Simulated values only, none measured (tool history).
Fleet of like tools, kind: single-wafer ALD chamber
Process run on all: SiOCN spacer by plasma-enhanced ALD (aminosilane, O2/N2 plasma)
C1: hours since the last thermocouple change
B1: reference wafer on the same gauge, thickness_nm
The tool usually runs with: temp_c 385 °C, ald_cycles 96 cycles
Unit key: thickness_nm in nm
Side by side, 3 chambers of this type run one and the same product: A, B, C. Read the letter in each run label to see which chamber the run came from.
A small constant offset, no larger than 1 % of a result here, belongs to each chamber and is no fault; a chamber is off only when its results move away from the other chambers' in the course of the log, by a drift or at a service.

Run 1A, day 0.375: usual settings; C1 790.9; B1 6.4208. Result: thickness_nm 5.7239 nm.
Run 2B, day 0.658: usual settings; C1 611.9; B1 6.4197. Result: thickness_nm 5.8194 nm.
Run 3C, day 1: usual settings; C1 1052.6; B1 6.4226. Result: thickness_nm 5.7774 nm.
Run 4B, day 1.242: usual settings; C1 625.9; B1 6.4181. Result: thickness_nm 5.861 nm.
Run 5C, day 1.512: usual settings; C1 1064.9; B1 6.4233. Result: thickness_nm 5.7892 nm.
Run 6A, day 1.8: usual settings; C1 825.1; B1 6.4249. Result: thickness_nm 5.7541 nm.
Run 7C, day 2.1: usual settings; C1 1079; B1 6.4228. Result: thickness_nm 5.7976 nm.
Run 8B, day 2.388: usual settings; C1 653.4; B1 6.4234. Result: thickness_nm 5.8336 nm.
Run 9A, day 2.758: usual settings; C1 848.1; B1 6.4179. Result: thickness_nm 5.7208 nm.
Run 10A, day 2.996: usual settings; C1 853.8; B1 6.4173. Result: thickness_nm 5.7514 nm.
Run 11C, day 3.275: usual settings; C1 1107.2; B1 6.4189. Result: thickness_nm 5.8091 nm.
Run 12B, day 3.542: usual settings but ald_cycles 81 cycles; C1 681.1; B1 6.4255. Result: thickness_nm 4.9066 nm.
Run 13A, day 3.804: usual settings but ald_cycles 81 cycles; C1 873.2; B1 6.4162. Result: thickness_nm 4.8615 nm.
Run 14C, day 3.992: usual settings but ald_cycles 81 cycles; C1 1124.4; B1 6.4179. Result: thickness_nm 4.9006 nm.
Run 15B, day 4.275: usual settings; C1 698.7; B1 6.4185. Result: thickness_nm 5.8366 nm.
Run 16A, day 4.583: usual settings; C1 891.9; B1 6.4198. Result: thickness_nm 5.7311 nm.
Run 17B, day 4.888: usual settings; C1 713.4; B1 6.4193. Result: thickness_nm 5.7958 nm.
Run 18C, day 5.196: usual settings; C1 1153.3; B1 6.4226. Result: thickness_nm 5.8178 nm.
Run 19A, day 5.508: usual settings; C1 914.1; B1 6.4265. Result: thickness_nm 5.716 nm.
Run 20C, day 5.75: usual settings; C1 1166.6; B1 6.4235. Result: thickness_nm 5.8089 nm.
Run 21B, day 5.954: usual settings; C1 739; B1 6.4134. Result: thickness_nm 5.8176 nm.
Run 22C, day 6.288: usual settings; C1 1179.5; B1 6.4236. Result: thickness_nm 5.8097 nm.
Run 23B, day 6.517: usual settings but ald_cycles 103 cycles; C1 752.5; B1 6.4211. Result: thickness_nm 6.2587 nm.
Run 24A, day 6.817: usual settings but ald_cycles 103 cycles; C1 945.5; B1 6.4201. Result: thickness_nm 6.1646 nm.
Run 25B, day 7.062: usual settings but ald_cycles 103 cycles; C1 765.6; B1 6.4241. Result: thickness_nm 6.2476 nm.
Run 26A, day 7.238: usual settings; C1 955.6; B1 6.4203. Result: thickness_nm 5.7378 nm.
Run 27C, day 7.542: usual settings; C1 1209.6; B1 6.42. Result: thickness_nm 5.8362 nm.
Run 28C, day 7.708: usual settings; C1 1213.6; B1 6.4224. Result: thickness_nm 5.8131 nm.
Run 29A, day 7.917: usual settings but ald_cycles 89 cycles; C1 971.9; B1 6.4196. Result: thickness_nm 5.3491 nm.
Run 30B, day 8.267: usual settings but ald_cycles 89 cycles; C1 794.5; B1 6.4258. Result: thickness_nm 5.3994 nm.
Run 31A, day 8.5: usual settings but ald_cycles 89 cycles; C1 985.9; B1 6.4228. Result: thickness_nm 5.3311 nm.
Run 32B, day 8.788: usual settings; C1 807; B1 6.4208. Result: thickness_nm 5.8075 nm.
Run 33C, day 9.033: usual settings; C1 1245.4; B1 6.4222. Result: thickness_nm 5.8202 nm.
Run 34A, day 9.254: usual settings; C1 1004; B1 6.4196. Result: thickness_nm 5.7694 nm.
Run 35B, day 9.454: usual settings; C1 823; B1 6.4235. Result: thickness_nm 5.8117 nm.

Read the log: is a single chamber off, either drifting away or since a service, is the gauge that measures every chamber drifting, or is nothing wrong beyond small per-chamber offsets? Name any odd chamber and what most likely caused it.

Neither any chamber nor the gauge drifts; the chambers differ only by their own small, steady offsets.
